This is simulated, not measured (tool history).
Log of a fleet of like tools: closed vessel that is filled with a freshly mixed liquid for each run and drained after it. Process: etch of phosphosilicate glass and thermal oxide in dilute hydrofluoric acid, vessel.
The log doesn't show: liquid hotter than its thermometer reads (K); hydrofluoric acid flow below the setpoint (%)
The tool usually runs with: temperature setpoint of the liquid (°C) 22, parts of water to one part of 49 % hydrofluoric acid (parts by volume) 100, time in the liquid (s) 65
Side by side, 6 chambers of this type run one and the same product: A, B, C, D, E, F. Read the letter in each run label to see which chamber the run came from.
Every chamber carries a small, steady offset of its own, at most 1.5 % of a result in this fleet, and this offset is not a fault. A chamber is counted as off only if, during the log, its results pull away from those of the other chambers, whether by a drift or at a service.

| run | hour | temperature setpoint of the liquid (°C) | parts of water to one part of 49 % hydrofluoric acid (parts by volume) | time in the liquid (s) | hours since the thermometer was replaced | hours since the hydrofluoric acid flow meter was replaced | read-back film thickness of the phosphosilicate glass reference wafer, read on the same gauge (nm) | read-back film thickness of the thermal oxide reference wafer, read on the same gauge (nm) | thickness taken off the phosphosilicate glass on a monitor wafer (angstrom) | thickness taken off the thermal oxide on a monitor wafer (angstrom) |
|---|---|---|---|---|---|---|---|---|---|---|
| 1F | 7.1 | 22 | 100 | 65 | 1292.8 | 352.4 | 29.998 | 140.02 | 569.7 | 28.786 |
| 2D | 12.4 | 22 | 100 | 65 | 1460.5 | 91.2 | 30.014 | 139.97 | 562.68 | 29.606 |
| 3A | 18.1 | 22 | 100 | 65 | 105.2 | 237.8 | 29.976 | 139.98 | 567.07 | 28.643 |
| 4B | 26.1 | 22 | 100 | 65 | 3086.5 | 32.6 | 30.021 | 139.99 | 565.39 | 29.037 |
|  | 32.4 | chamber F: hydrofluoric acid flow meter replaced |
| 5C | 34.5 | 22 | 100 | 65 | 2221.2 | 39.3 | 30.027 | 140 | 570.91 | 28.949 |
| 6E | 39.5 | 22 | 135 | 95 | 259.7 | 333.5 | 29.999 | 139.98 | 594.54 | 30.503 |
| 7F | 47.8 | 22 | 135 | 95 | 1333.5 | 15.5 | 30.008 | 139.95 | 599.07 | 30.593 |
| 8D | 55.6 | 22 | 135 | 95 | 1503.7 | 134.4 | 30.017 | 139.96 | 587.39 | 30.212 |
| 9A | 63.3 | 22 | 135 | 95 | 150.4 | 283 | 29.993 | 139.99 | 587.14 | 30.704 |
| 10B | 70.8 | 22 | 135 | 95 | 3131.2 | 77.3 | 29.985 | 139.97 | 587.22 | 30.102 |
| 11E | 78.5 | 22 | 135 | 95 | 298.7 | 372.5 | 30.001 | 140.02 | 593.65 | 30.7 |
| 12C | 85.2 | 22 | 100 | 65 | 2271.9 | 90 | 29.987 | 140 | 572.5 | 28.531 |
| 13F | 94.2 | 22 | 50 | 30 | 1379.9 | 61.9 | 30.008 | 139.99 | 552.65 | 28.446 |
| 14C | 103.2 | 22 | 50 | 30 | 2289.9 | 108 | 29.983 | 140.06 | 557.48 | 28.475 |
| 15B | 112.4 | 22 | 50 | 30 | 3172.8 | 118.9 | 29.998 | 139.99 | 559.47 | 28.544 |
| 16A | 119.8 | 22 | 50 | 30 | 206.9 | 339.5 | 30.017 | 139.98 | 556.61 | 28.67 |
| 17E | 128.2 | 22 | 50 | 30 | 348.4 | 422.2 | 29.989 | 140.01 | 550.14 | 28.065 |
| 18D | 136.5 | 22 | 50 | 30 | 1584.6 | 215.3 | 30.009 | 140.01 | 561.69 | 29.522 |
| 19C | 144.3 | 22 | 100 | 65 | 2331 | 149.1 | 29.994 | 140.01 | 569.38 | 29.24 |
| 20D | 149.4 | 22 | 100 | 65 | 1597.5 | 228.2 | 29.969 | 140.05 | 565.69 | 29.303 |
| 21B | 157.7 | 22 | 100 | 65 | 3218.1 | 164.2 | 30.02 | 139.94 | 565.62 | 28.506 |
| 22F | 162.2 | 22 | 100 | 95 | 1447.9 | 129.9 | 30.002 | 139.98 | 835.74 | 42.044 |
| 23A | 171.3 | 22 | 100 | 95 | 258.4 | 391 | 30.001 | 140.05 | 834.92 | 42.293 |
| 24E | 176.8 | 22 | 100 | 95 | 397 | 470.8 | 29.998 | 139.95 | 833.95 | 42.927 |
|  | 178.9 | chamber D: thermometer replaced |
|  | 180.9 | chamber B: thermometer replaced |
| 25C | 182.4 | 22 | 100 | 95 | 2369.1 | 187.2 | 30.016 | 140.02 | 839.69 | 42.365 |
| 26F | 189.3 | 22 | 100 | 95 | 1475 | 157 | 30 | 140 | 834.36 | 42.7 |
| 27B | 195.2 | 22 | 100 | 95 | 14.4 | 201.7 | 29.991 | 140.05 | 825.56 | 41.896 |
| 28D | 201.7 | 22 | 100 | 65 | 22.9 | 280.5 | 30 | 140.04 | 563.11 | 29.087 |
| 29A | 210.3 | 22 | 145 | 45 | 297.4 | 430 | 29.997 | 139.97 | 257.34 | 13.125 |
| 30E | 217.8 | 22 | 145 | 45 | 438 | 511.8 | 30.018 | 139.95 | 259.19 | 13.298 |
| 31D | 223.7 | 22 | 145 | 45 | 44.9 | 302.5 | 29.992 | 140.02 | 253.88 | 13.341 |
| 32E | 231.4 | 22 | 145 | 45 | 451.6 | 525.4 | 30.001 | 139.99 | 260.38 | 13.299 |
|  | 235.5 | chamber E: hydrofluoric acid flow meter replaced |
| 33B | 235.9 | 22 | 145 | 45 | 55.1 | 242.4 | 29.965 | 139.99 | 256.89 | 12.875 |
| 34F | 241.8 | 22 | 145 | 45 | 1527.5 | 209.5 | 29.991 | 139.94 | 258.64 | 12.999 |
| 35C | 247.6 | 22 | 100 | 65 | 2434.3 | 252.4 | 29.981 | 140.06 | 569.7 | 29.129 |
| 36A | 253.2 | 22 | 100 | 65 | 340.3 | 472.9 | 29.985 | 139.99 | 566.4 | 28.096 |
| 37E | 260 | 25 | 80 | 65 | 480.2 | 24.5 | 29.986 | 139.97 | 816.4 | 42.511 |
| 38C | 264.6 | 25 | 80 | 65 | 2451.3 | 269.4 | 30.003 | 140.03 | 826.79 | 42.404 |
| 39F | 268.9 | 25 | 80 | 65 | 1554.6 | 236.6 | 30.008 | 140.03 | 825.15 | 41.626 |
| 40A | 277.1 | 25 | 80 | 65 | 364.2 | 496.8 | 29.99 | 139.99 | 818.32 | 41.883 |
| 41D | 284.7 | 25 | 80 | 65 | 105.9 | 363.5 | 29.976 | 139.97 | 820.67 | 43.23 |
| 42B | 293.4 | 25 | 80 | 65 | 112.6 | 299.9 | 30.014 | 140.03 | 818.94 | 41.126 |
| 43A | 302.6 | 22 | 100 | 65 | 389.7 | 522.3 | 30.019 | 140.03 | 571.21 | 29.329 |

Decide between three cases: one chamber stands off from its peers, the gauge reading all wafers drifts, or nothing is wrong past each chamber's small offset. Where a chamber is off, say which and what most likely put it there.

Nothing is wrong: each chamber keeps only its own small, steady offset and the gauge holds still.
